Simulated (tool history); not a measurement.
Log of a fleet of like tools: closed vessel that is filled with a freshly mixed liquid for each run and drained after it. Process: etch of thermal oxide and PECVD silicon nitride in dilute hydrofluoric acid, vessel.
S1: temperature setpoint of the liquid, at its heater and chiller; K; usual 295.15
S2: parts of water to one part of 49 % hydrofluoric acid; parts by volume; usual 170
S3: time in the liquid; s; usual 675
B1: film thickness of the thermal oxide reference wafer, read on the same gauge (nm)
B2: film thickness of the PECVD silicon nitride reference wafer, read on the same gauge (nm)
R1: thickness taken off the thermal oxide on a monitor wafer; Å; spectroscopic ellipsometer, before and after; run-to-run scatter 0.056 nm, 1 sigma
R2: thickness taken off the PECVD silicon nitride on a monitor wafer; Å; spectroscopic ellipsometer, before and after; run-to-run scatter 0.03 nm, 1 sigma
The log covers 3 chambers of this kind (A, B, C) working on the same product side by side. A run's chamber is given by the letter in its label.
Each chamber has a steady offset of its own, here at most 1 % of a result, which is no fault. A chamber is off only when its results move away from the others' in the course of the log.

{"run": "1A", "hour": 6.6, "S1": 295.15, "S2": 170, "S3": 675, "B1": 140.02, "B2": 130, "R1": 156.58, "R2": 69.85}
{"run": "2B", "hour": 14.6, "S1": 295.15, "S2": 170, "S3": 675, "B1": 140.03, "B2": 130, "R1": 157.2, "R2": 70.797}
{"run": "3C", "hour": 21.8, "S1": 295.15, "S2": 170, "S3": 675, "B1": 140.04, "B2": 129.98, "R1": 157.7, "R2": 69.477}
{"run": "4A", "hour": 26.5, "S1": 295.15, "S2": 170, "S3": 675, "B1": 139.99, "B2": 130.03, "R1": 156.89, "R2": 70.124}
{"run": "5C", "hour": 33.1, "S1": 290.15, "S2": 170, "S3": 960, "B1": 140.02, "B2": 129.98, "R1": 183.11, "R2": 71.448}
{"run": "6B", "hour": 39.0, "S1": 290.15, "S2": 170, "S3": 960, "B1": 140.02, "B2": 130.01, "R1": 183.54, "R2": 72.152}
{"run": "7B", "hour": 47.1, "S1": 290.15, "S2": 170, "S3": 960, "B1": 140.01, "B2": 129.96, "R1": 183.98, "R2": 71.479}
{"run": "8C", "hour": 56.9, "S1": 295.15, "S2": 170, "S3": 675, "B1": 139.98, "B2": 130.01, "R1": 156.64, "R2": 69.884}
{"run": "9A", "hour": 66.9, "S1": 295.15, "S2": 170, "S3": 675, "B1": 140, "B2": 130.03, "R1": 156.8, "R2": 70.129}
{"run": "10B", "hour": 74.3, "S1": 295.15, "S2": 170, "S3": 675, "B1": 140.03, "B2": 129.93, "R1": 157.8, "R2": 70.626}
{"run": "11C", "hour": 79.1, "S1": 295.15, "S2": 170, "S3": 675, "B1": 139.99, "B2": 130.04, "R1": 157.51, "R2": 70.053}
{"run": "12A", "hour": 86.5, "S1": 295.15, "S2": 170, "S3": 675, "B1": 140.04, "B2": 129.99, "R1": 156.7, "R2": 70.081}
{"run": "13C", "hour": 91.3, "S1": 297.65, "S2": 170, "S3": 675, "B1": 140.01, "B2": 129.96, "R1": 171.83, "R2": 82.235}
{"run": "14B", "hour": 96.6, "S1": 297.65, "S2": 170, "S3": 675, "B1": 139.99, "B2": 129.99, "R1": 173.46, "R2": 82.734}
{"run": "15A", "hour": 101.1, "S1": 297.65, "S2": 170, "S3": 675, "B1": 140, "B2": 129.99, "R1": 172.97, "R2": 82.635}
{"run": "16B", "hour": 110.3, "S1": 295.15, "S2": 170, "S3": 675, "B1": 140, "B2": 130.01, "R1": 157.58, "R2": 70.943}
{"run": "17C", "hour": 119.0, "S1": 295.15, "S2": 170, "S3": 675, "B1": 139.99, "B2": 129.99, "R1": 155.17, "R2": 69.22}
{"run": "18A", "hour": 125.7, "S1": 295.15, "S2": 170, "S3": 675, "B1": 139.97, "B2": 130.02, "R1": 156.24, "R2": 69.673}
{"run": "19C", "hour": 135.9, "S1": 295.15, "S2": 170, "S3": 675, "B1": 139.99, "B2": 129.96, "R1": 153.68, "R2": 68.848}
{"run": "20B", "hour": 145.8, "S1": 295.15, "S2": 170, "S3": 675, "B1": 139.99, "B2": 129.97, "R1": 158.4, "R2": 70.768}
{"run": "21A", "hour": 150.4, "S1": 295.15, "S2": 170, "S3": 675, "B1": 139.97, "B2": 129.97, "R1": 156.51, "R2": 69.765}
{"run": "22C", "hour": 156.0, "S1": 295.15, "S2": 170, "S3": 675, "B1": 140.02, "B2": 130.01, "R1": 154.27, "R2": 68.556}
{"run": "23B", "hour": 161.0, "S1": 295.15, "S2": 170, "S3": 675, "B1": 139.99, "B2": 129.93, "R1": 157.61, "R2": 70.044}
{"run": "24A", "hour": 166.3, "S1": 295.15, "S2": 170, "S3": 675, "B1": 139.98, "B2": 130.03, "R1": 157.09, "R2": 69.955}
{"run": "25B", "hour": 176.1, "S1": 295.15, "S2": 170, "S3": 675, "B1": 140.03, "B2": 130.01, "R1": 157.52, "R2": 71.152}
{"run": "26A", "hour": 181.0, "S1": 295.15, "S2": 170, "S3": 675, "B1": 139.99, "B2": 129.99, "R1": 157.99, "R2": 69.951}
{"run": "27C", "hour": 190.3, "S1": 295.15, "S2": 170, "S3": 675, "B1": 139.99, "B2": 129.99, "R1": 152.9, "R2": 68.888}

Each of the 3 chambers runs these same settings next. Fill in every chamber's results:
{"run": "28A", "hour": 197.6, "S1": 295.15, "S2": 170, "S3": 475, "R1": "?", "R2": "?"}
{"run": "28B", "hour": 197.6, "S1": 295.15, "S2": 170, "S3": 475, "R1": "?", "R2": "?"}
{"run": "28C", "hour": 197.6, "S1": 295.15, "S2": 170, "S3": 475, "R1": "?", "R2": "?"}

run=28A R1=110.08 R2=49.031
run=28B R1=110.54 R2=49.887
run=28C R1=106.57 R2=47.851

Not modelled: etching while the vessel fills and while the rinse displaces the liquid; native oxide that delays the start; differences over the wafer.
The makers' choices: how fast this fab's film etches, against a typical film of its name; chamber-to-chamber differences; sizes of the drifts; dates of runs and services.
